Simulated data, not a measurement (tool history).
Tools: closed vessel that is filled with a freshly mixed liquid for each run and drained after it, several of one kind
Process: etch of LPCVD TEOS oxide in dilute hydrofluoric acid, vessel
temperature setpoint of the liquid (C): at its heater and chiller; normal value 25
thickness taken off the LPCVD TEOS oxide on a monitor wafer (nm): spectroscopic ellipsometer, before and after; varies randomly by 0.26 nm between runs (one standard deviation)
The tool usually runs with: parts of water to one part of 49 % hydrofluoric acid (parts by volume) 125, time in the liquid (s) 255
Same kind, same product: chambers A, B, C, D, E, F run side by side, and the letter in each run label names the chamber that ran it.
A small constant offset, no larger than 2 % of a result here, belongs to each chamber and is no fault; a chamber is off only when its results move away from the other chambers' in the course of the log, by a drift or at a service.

run	hour	temperature setpoint of the liquid (C)	parts of water to one part of 49 % hydrofluoric acid (parts by volume)	time in the liquid (s)	read-back film thickness of the LPCVD TEOS oxide reference wafer, read on the same gauge (nm)	thickness taken off the LPCVD TEOS oxide on a monitor wafer (nm)
1E	6.2	25	125	255	139.95	37.499
2C	12.2	25	125	255	139.99	38.534
3D	21.6	25	125	255	140.01	38.923
4F	27.9	25	125	255	140.01	38.407
5A	38.2	25	125	255	140	37.887
6B	49.1	25	125	255	140.01	38.444
7E	60.3	27.5	165	255	139.98	30.057
8F	72.7	27.5	165	255	140.02	30.431
# hour 73.1: chamber A: hydrofluoric acid flow meter replaced
9B	81.7	27.5	165	255	139.98	31.115
10C	89.3	27.5	165	255	139.99	30.136
11A	101.7	27.5	165	255	140.05	30.037
12D	109.5	27.5	165	255	140.07	30.832
13C	121.7	25	125	255	140.01	37.964
14F	132.5	25	125	255	140	38.108
15D	143.9	25	125	255	139.97	38.589
16B	153.9	25	125	255	140	38.068
17A	164.5	25	125	255	140.04	38.457
18E	176.7	25	125	255	140.06	37.851
19E	188.9	25	125	255	139.97	37.949
20F	201	25	125	255	139.96	38.161
21A	209.4	25	125	255	140	38.06
22D	218.8	25	125	255	139.96	38.671
23B	230.1	25	125	255	139.95	37.974
24C	242.5	25	125	255	140.02	39.135
25D	250	25	125	255	139.96	38.61
26B	258.4	28	180	255	140.02	28.299
27C	266.9	28	180	255	140.02	28.14
28E	276.3	28	180	255	139.99	27.432
29A	287.1	28	180	255	140	27.67
30F	297.5	28	180	255	140.05	27.952
31B	305.8	28	180	255	140.02	28.098
32D	311.6	25	125	255	140.01	38.805
33C	317.2	25	125	255	139.99	39.363
34A	322.9	25	180	255	139.98	24.782
35E	331.2	25	180	255	139.99	24.471
36F	340.2	25	180	255	139.98	25.03
37E	350.2	25	180	255	140.08	24.404
38D	360	25	180	255	139.99	25.178

Which is it: a chamber that has drifted or been left off by a service, a gauge drift common to all chambers, or only each chamber's usual small offset? If a chamber is off, name it and its likeliest cause.

Little by little, chamber C moves away from the other chambers.
Cause: hydrofluoric acid flow above the setpoint (%) = 3.29.
With only this log, it may be confused with: liquid hotter than its thermometer reads (K).

Which of the 4 candidates below, each the usual settings with something changed and its results left as question marks, puts chamber C back in line with what the other chambers give on the usual settings?
In line here means within this much of the mean the other chambers give on the usual settings: thickness taken off the LPCVD TEOS oxide on a monitor wafer (nm) 0.92
39C-1	369	25	125	245		?
39C-2	369	25	125	265		?
39C-3	369	23	125	255		?
39C-4	369	27	125	255		?

Usual-settings mean across the other chambers: thickness taken off the LPCVD TEOS oxide on a monitor wafer (nm) 38.347
run	thickness taken off the LPCVD TEOS oxide on a monitor wafer (nm)
39C-1	38.142
39C-2	41.255
39C-3	36.762
39C-4	42.808
39C-1 puts the chamber back in line with the other chambers.
